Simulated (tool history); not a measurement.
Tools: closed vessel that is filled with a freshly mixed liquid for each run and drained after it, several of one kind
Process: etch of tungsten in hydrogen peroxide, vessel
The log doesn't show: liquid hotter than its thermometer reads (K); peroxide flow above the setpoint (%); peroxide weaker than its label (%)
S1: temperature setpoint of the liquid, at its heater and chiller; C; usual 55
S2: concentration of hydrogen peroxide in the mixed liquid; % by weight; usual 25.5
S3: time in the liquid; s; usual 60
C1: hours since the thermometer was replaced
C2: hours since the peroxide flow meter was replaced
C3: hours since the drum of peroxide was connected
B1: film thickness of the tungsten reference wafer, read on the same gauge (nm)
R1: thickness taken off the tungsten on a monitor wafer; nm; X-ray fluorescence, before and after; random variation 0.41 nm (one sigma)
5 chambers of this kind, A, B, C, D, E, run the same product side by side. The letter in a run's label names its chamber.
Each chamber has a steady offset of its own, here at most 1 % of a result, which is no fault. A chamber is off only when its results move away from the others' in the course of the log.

{"hour": 7.2, "done": "chamber B: peroxide flow meter replaced"}
{"run": "1C", "hour": 7.2, "S1": 55, "S2": 25.5, "S3": 60, "C1": 708.8, "C2": 197.7, "C3": 459.5, "B1": 129.99, "R1": 107.9}
{"hour": 10.7, "done": "chamber A: peroxide flow meter replaced"}
{"run": "2D", "hour": 19.5, "S1": 55, "S2": 25.5, "S3": 60, "C1": 247.1, "C2": 416.1, "C3": 65.6, "B1": 129.95, "R1": 108.58}
{"run": "3B", "hour": 26.5, "S1": 55, "S2": 25.5, "S3": 60, "C1": 1044.2, "C2": 19.3, "C3": 307.1, "B1": 129.99, "R1": 108.44}
{"run": "4E", "hour": 35.4, "S1": 55, "S2": 25.5, "S3": 60, "C1": 1626.1, "C2": 177.1, "C3": 120.9, "B1": 129.99, "R1": 107.55}
{"run": "5A", "hour": 47.2, "S1": 55, "S2": 25.5, "S3": 60, "C1": 598.4, "C2": 36.6, "C3": 218.8, "B1": 129.97, "R1": 108.93}
{"run": "6B", "hour": 56.5, "S1": 55, "S2": 25.5, "S3": 60, "C1": 1074.2, "C2": 49.3, "C3": 337.1, "B1": 129.98, "R1": 108.59}
{"run": "7C", "hour": 63.2, "S1": 55, "S2": 25.5, "S3": 60, "C1": 764.8, "C2": 253.7, "C3": 515.5, "B1": 129.98, "R1": 107.73}
{"hour": 65.2, "done": "chamber A: thermometer replaced"}
{"run": "8E", "hour": 75.2, "S1": 55, "S2": 25.5, "S3": 60, "C1": 1665.9, "C2": 216.9, "C3": 160.7, "B1": 130.03, "R1": 106.84}
{"run": "9A", "hour": 88.5, "S1": 55, "S2": 25.5, "S3": 60, "C1": 23.4, "C2": 77.9, "C3": 260.1, "B1": 130.02, "R1": 108.33}
{"run": "10D", "hour": 96.1, "S1": 55, "S2": 25.5, "S3": 60, "C1": 323.7, "C2": 492.7, "C3": 142.2, "B1": 130.03, "R1": 108.7}
{"run": "11C", "hour": 103.1, "S1": 55, "S2": 25.5, "S3": 60, "C1": 804.7, "C2": 293.6, "C3": 555.4, "B1": 130.02, "R1": 107.73}
{"run": "12B", "hour": 111.2, "S1": 55, "S2": 25.5, "S3": 60, "C1": 1128.9, "C2": 104, "C3": 391.8, "B1": 130, "R1": 108.46}
{"run": "13D", "hour": 118.9, "S1": 55, "S2": 25.5, "S3": 60, "C1": 346.5, "C2": 515.5, "C3": 165, "B1": 130, "R1": 107.56}
{"hour": 124.8, "done": "chamber B: new drum of peroxide connected"}
{"run": "14E", "hour": 126.9, "S1": 55, "S2": 25.5, "S3": 60, "C1": 1717.6, "C2": 268.6, "C3": 212.4, "B1": 130, "R1": 106.82}
{"run": "15A", "hour": 133.7, "S1": 55, "S2": 25.5, "S3": 60, "C1": 68.6, "C2": 123.1, "C3": 305.3, "B1": 129.97, "R1": 108.57}
{"run": "16A", "hour": 146.7, "S1": 55, "S2": 25.5, "S3": 60, "C1": 81.6, "C2": 136.1, "C3": 318.3, "B1": 130.01, "R1": 107.82}
{"run": "17E", "hour": 157.7, "S1": 55, "S2": 25.5, "S3": 60, "C1": 1748.4, "C2": 299.4, "C3": 243.2, "B1": 129.98, "R1": 107.31}
{"run": "18C", "hour": 165.4, "S1": 55, "S2": 25.5, "S3": 60, "C1": 867, "C2": 355.9, "C3": 617.7, "B1": 129.95, "R1": 108.16}
{"run": "19D", "hour": 171.3, "S1": 55, "S2": 25.5, "S3": 60, "C1": 398.9, "C2": 567.9, "C3": 217.4, "B1": 129.97, "R1": 107.91}
{"run": "20B", "hour": 177.2, "S1": 55, "S2": 25.5, "S3": 60, "C1": 1194.9, "C2": 170, "C3": 52.4, "B1": 130.01, "R1": 108.32}
{"run": "21D", "hour": 184.7, "S1": 55, "S2": 25.5, "S3": 60, "C1": 412.3, "C2": 581.3, "C3": 230.8, "B1": 130, "R1": 108.88}
{"run": "22E", "hour": 197.3, "S1": 55, "S2": 25.5, "S3": 60, "C1": 1788, "C2": 339, "C3": 282.8, "B1": 130.02, "R1": 108.12}
{"run": "23B", "hour": 205.9, "S1": 55, "S2": 25.5, "S3": 60, "C1": 1223.6, "C2": 198.7, "C3": 81.1, "B1": 130.03, "R1": 108.18}
{"run": "24C", "hour": 218.0, "S1": 55, "S2": 25.5, "S3": 60, "C1": 919.6, "C2": 408.5, "C3": 670.3, "B1": 130, "R1": 108.9}
{"run": "25A", "hour": 226.3, "S1": 55, "S2": 25.5, "S3": 60, "C1": 161.2, "C2": 215.7, "C3": 397.9, "B1": 129.99, "R1": 108.53}
{"run": "26A", "hour": 234.6, "S1": 51.5, "S2": 25.5, "S3": 80, "C1": 169.5, "C2": 224, "C3": 406.2, "B1": 129.96, "R1": 117.14}
{"run": "27C", "hour": 243.5, "S1": 51.5, "S2": 25.5, "S3": 80, "C1": 945.1, "C2": 434, "C3": 695.8, "B1": 130.05, "R1": 118.63}
{"run": "28B", "hour": 254.5, "S1": 51.5, "S2": 25.5, "S3": 80, "C1": 1272.2, "C2": 247.3, "C3": 129.7, "B1": 130.01, "R1": 116.84}
{"run": "29E", "hour": 266.9, "S1": 51.5, "S2": 25.5, "S3": 80, "C1": 1857.6, "C2": 408.6, "C3": 352.4, "B1": 129.99, "R1": 115.78}
{"run": "30D", "hour": 275.7, "S1": 51.5, "S2": 25.5, "S3": 80, "C1": 503.3, "C2": 672.3, "C3": 321.8, "B1": 129.94, "R1": 117.77}
{"run": "31E", "hour": 282.1, "S1": 55, "S2": 25.5, "S3": 60, "C1": 1872.8, "C2": 423.8, "C3": 367.6, "B1": 130.02, "R1": 106.52}
{"run": "32D", "hour": 294.3, "S1": 55, "S2": 18.5, "S3": 60, "C1": 521.9, "C2": 690.9, "C3": 340.4, "B1": 130.01, "R1": 92.053}
{"run": "33A", "hour": 301.8, "S1": 55, "S2": 18.5, "S3": 60, "C1": 236.7, "C2": 291.2, "C3": 473.4, "B1": 129.98, "R1": 92.572}
{"run": "34C", "hour": 309.0, "S1": 55, "S2": 18.5, "S3": 60, "C1": 1010.6, "C2": 499.5, "C3": 761.3, "B1": 129.99, "R1": 93.894}
{"run": "35B", "hour": 321.2, "S1": 55, "S2": 18.5, "S3": 60, "C1": 1338.9, "C2": 314, "C3": 196.4, "B1": 130.02, "R1": 92.495}
{"run": "36A", "hour": 328.5, "S1": 55, "S2": 18.5, "S3": 60, "C1": 263.4, "C2": 317.9, "C3": 500.1, "B1": 129.98, "R1": 92.703}

Next, every chamber runs the same settings. What will each give?
{"run": "37A", "hour": 338.3, "S1": 55, "S2": 25.5, "S3": 60, "R1": "?"}
{"run": "37B", "hour": 338.3, "S1": 55, "S2": 25.5, "S3": 60, "R1": "?"}
{"run": "37C", "hour": 338.3, "S1": 55, "S2": 25.5, "S3": 60, "R1": "?"}
{"run": "37D", "hour": 338.3, "S1": 55, "S2": 25.5, "S3": 60, "R1": "?"}
{"run": "37E", "hour": 338.3, "S1": 55, "S2": 25.5, "S3": 60, "R1": "?"}

run=37A R1=108.9
run=37B R1=108.58
run=37C R1=111.25
run=37D R1=108.07
run=37E R1=106.87
